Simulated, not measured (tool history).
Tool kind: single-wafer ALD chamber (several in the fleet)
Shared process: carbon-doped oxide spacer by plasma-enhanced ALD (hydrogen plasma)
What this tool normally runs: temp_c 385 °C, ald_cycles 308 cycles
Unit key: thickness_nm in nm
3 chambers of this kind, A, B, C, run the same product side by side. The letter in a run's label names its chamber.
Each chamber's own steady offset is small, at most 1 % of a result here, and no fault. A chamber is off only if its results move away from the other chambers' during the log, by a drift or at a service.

run,hour,temp_c,ald_cycles,hours since the last thermocouple change,"read-back reference wafer on the same gauge, thickness_nm",thickness_nm
1A,4.6,385,308,1629.1,12.697,15.488
# hour 11.2: chamber B: thermocouple changed; heater temperature recalibrated
2B,12.0,385,308,0.8,12.694,15.311
3C,16.5,385,308,1741.5,12.710,15.253
4B,25.5,385,308,14.3,12.706,15.297
5A,33.5,385,308,1658.0,12.704,15.564
6C,38.9,385,308,1763.9,12.700,15.190
7B,45.9,385,308,34.7,12.716,15.347
8C,50.1,372,280,1775.1,12.701,13.948
9A,56.5,372,280,1681.0,12.699,14.097
10A,65.6,372,280,1690.1,12.702,14.023
11C,72.7,385,308,1797.7,12.708,15.265
12B,81.7,385,308,70.5,12.704,15.307
13C,90.6,385,308,1815.6,12.699,15.275
14A,94.9,385,308,1719.4,12.713,15.500
15B,102.5,379,308,91.3,12.696,15.414
16A,108.6,379,308,1733.1,12.709,15.489
17B,117.2,379,308,106.0,12.711,15.437
18C,121.9,385,308,1846.9,12.697,15.334
19C,126.3,385,308,1851.3,12.690,15.202
20A,135.0,385,308,1759.5,12.705,15.618
21B,139.3,385,308,128.1,12.684,15.416
22C,143.4,385,308,1868.4,12.702,15.268
23B,151.4,385,308,140.2,12.710,15.349
24A,157.4,385,308,1781.9,12.690,15.624

Decide between three cases: one chamber stands off from its peers, the gauge reading all wafers drifts, or nothing is wrong past each chamber's small offset. Where a chamber is off, say which and what most likely put it there.

No chamber stands off beyond its own small offset, and the gauge holds steady.
